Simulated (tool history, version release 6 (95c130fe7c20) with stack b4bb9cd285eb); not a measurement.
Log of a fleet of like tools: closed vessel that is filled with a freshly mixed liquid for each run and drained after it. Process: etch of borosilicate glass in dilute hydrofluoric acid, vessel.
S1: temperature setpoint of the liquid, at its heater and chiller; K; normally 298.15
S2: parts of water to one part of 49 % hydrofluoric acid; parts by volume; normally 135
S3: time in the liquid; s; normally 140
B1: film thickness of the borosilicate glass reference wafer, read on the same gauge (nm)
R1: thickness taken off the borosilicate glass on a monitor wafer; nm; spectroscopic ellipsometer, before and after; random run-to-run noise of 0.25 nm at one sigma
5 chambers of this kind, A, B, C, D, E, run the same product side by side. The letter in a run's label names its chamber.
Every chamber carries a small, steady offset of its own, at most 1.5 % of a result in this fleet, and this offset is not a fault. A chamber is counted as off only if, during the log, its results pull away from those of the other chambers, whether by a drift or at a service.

{"run": "1C", "hour": 7.0, "S1": 298.15, "S2": 135, "S3": 140, "B1": 89.987, "R1": 35.202}
{"run": "2A", "hour": 13.6, "S1": 298.15, "S2": 135, "S3": 140, "B1": 90.016, "R1": 34.387}
{"run": "3E", "hour": 18.7, "S1": 298.15, "S2": 135, "S3": 140, "B1": 90.013, "R1": 35.107}
{"run": "4B", "hour": 23.2, "S1": 298.15, "S2": 135, "S3": 140, "B1": 89.995, "R1": 35.164}
{"run": "5D", "hour": 28.8, "S1": 298.15, "S2": 135, "S3": 140, "B1": 89.987, "R1": 35.485}
{"run": "6D", "hour": 34.3, "S1": 298.15, "S2": 135, "S3": 140, "B1": 89.99, "R1": 35.368}
{"run": "7C", "hour": 37.7, "S1": 298.15, "S2": 135, "S3": 140, "B1": 90.035, "R1": 35.018}
{"run": "8E", "hour": 43.4, "S1": 298.15, "S2": 135, "S3": 140, "B1": 89.992, "R1": 35.427}
{"run": "9B", "hour": 50.3, "S1": 298.15, "S2": 135, "S3": 140, "B1": 89.998, "R1": 35.317}
{"run": "10A", "hour": 54.4, "S1": 298.15, "S2": 135, "S3": 140, "B1": 90.017, "R1": 34.535}
{"run": "11D", "hour": 59.3, "S1": 298.15, "S2": 135, "S3": 140, "B1": 90.006, "R1": 35.375}
{"hour": 61.9, "done": "chamber D: hydrofluoric acid flow meter replaced"}
{"run": "12E", "hour": 65.3, "S1": 298.15, "S2": 135, "S3": 140, "B1": 90.002, "R1": 35.423}
{"run": "13B", "hour": 72.2, "S1": 298.15, "S2": 135, "S3": 140, "B1": 90.031, "R1": 35.052}
{"run": "14C", "hour": 77.6, "S1": 298.15, "S2": 135, "S3": 140, "B1": 90.011, "R1": 34.784}
{"run": "15A", "hour": 85.1, "S1": 298.15, "S2": 135, "S3": 140, "B1": 89.997, "R1": 34.199}
{"run": "16A", "hour": 88.5, "S1": 298.15, "S2": 135, "S3": 140, "B1": 89.975, "R1": 34.588}
{"run": "17E", "hour": 94.4, "S1": 298.15, "S2": 135, "S3": 140, "B1": 90.02, "R1": 35.908}
{"run": "18C", "hour": 99.8, "S1": 298.15, "S2": 135, "S3": 140, "B1": 89.982, "R1": 34.851}
{"run": "19B", "hour": 104.3, "S1": 298.15, "S2": 135, "S3": 140, "B1": 90.021, "R1": 34.952}
{"run": "20D", "hour": 109.1, "S1": 298.15, "S2": 135, "S3": 140, "B1": 90.017, "R1": 35.07}
{"run": "21E", "hour": 112.8, "S1": 298.15, "S2": 135, "S3": 140, "B1": 89.999, "R1": 35.844}
{"run": "22C", "hour": 116.7, "S1": 298.15, "S2": 135, "S3": 140, "B1": 89.999, "R1": 34.508}
{"run": "23A", "hour": 120.5, "S1": 298.15, "S2": 135, "S3": 60, "B1": 89.997, "R1": 14.687}
{"run": "24B", "hour": 126.9, "S1": 298.15, "S2": 135, "S3": 60, "B1": 89.973, "R1": 14.986}
{"hour": 130.1, "done": "chamber C: hydrofluoric acid flow meter replaced"}
{"run": "25D", "hour": 132.3, "S1": 298.15, "S2": 135, "S3": 60, "B1": 90.001, "R1": 15.006}
{"run": "26B", "hour": 138.0, "S1": 298.15, "S2": 135, "S3": 60, "B1": 89.984, "R1": 15.04}
{"run": "27D", "hour": 145.2, "S1": 298.15, "S2": 135, "S3": 60, "B1": 89.98, "R1": 15.006}
{"run": "28A", "hour": 152.1, "S1": 298.15, "S2": 135, "S3": 140, "B1": 90.003, "R1": 34.236}
{"run": "29C", "hour": 158.6, "S1": 298.15, "S2": 135, "S3": 140, "B1": 89.991, "R1": 35.149}
{"run": "30E", "hour": 163.1, "S1": 298.15, "S2": 90, "S3": 140, "B1": 90.007, "R1": 58.664}
{"run": "31A", "hour": 169.5, "S1": 298.15, "S2": 90, "S3": 140, "B1": 90.006, "R1": 54.083}
{"run": "32B", "hour": 174.3, "S1": 298.15, "S2": 90, "S3": 140, "B1": 90.0, "R1": 54.87}
{"run": "33C", "hour": 180.9, "S1": 298.15, "S2": 90, "S3": 140, "B1": 89.98, "R1": 56.196}
{"run": "34E", "hour": 185.4, "S1": 298.15, "S2": 90, "S3": 140, "B1": 90.02, "R1": 58.768}
{"run": "35D", "hour": 188.7, "S1": 298.15, "S2": 135, "S3": 75, "B1": 89.992, "R1": 18.927}
{"run": "36B", "hour": 194.0, "S1": 298.15, "S2": 135, "S3": 75, "B1": 90.002, "R1": 18.876}

All 5 chambers run these settings next. Forecast each chamber's results:
{"run": "37A", "hour": 199.4, "S1": 298.15, "S2": 135, "S3": 215, "R1": "?"}
{"run": "37B", "hour": 199.4, "S1": 298.15, "S2": 135, "S3": 215, "R1": "?"}
{"run": "37C", "hour": 199.4, "S1": 298.15, "S2": 135, "S3": 215, "R1": "?"}
{"run": "37D", "hour": 199.4, "S1": 298.15, "S2": 135, "S3": 215, "R1": "?"}
{"run": "37E", "hour": 199.4, "S1": 298.15, "S2": 135, "S3": 215, "R1": "?"}

run=37A R1=53.516
run=37B R1=54.679
run=37C R1=54.808
run=37D R1=53.936
run=37E R1=57.287
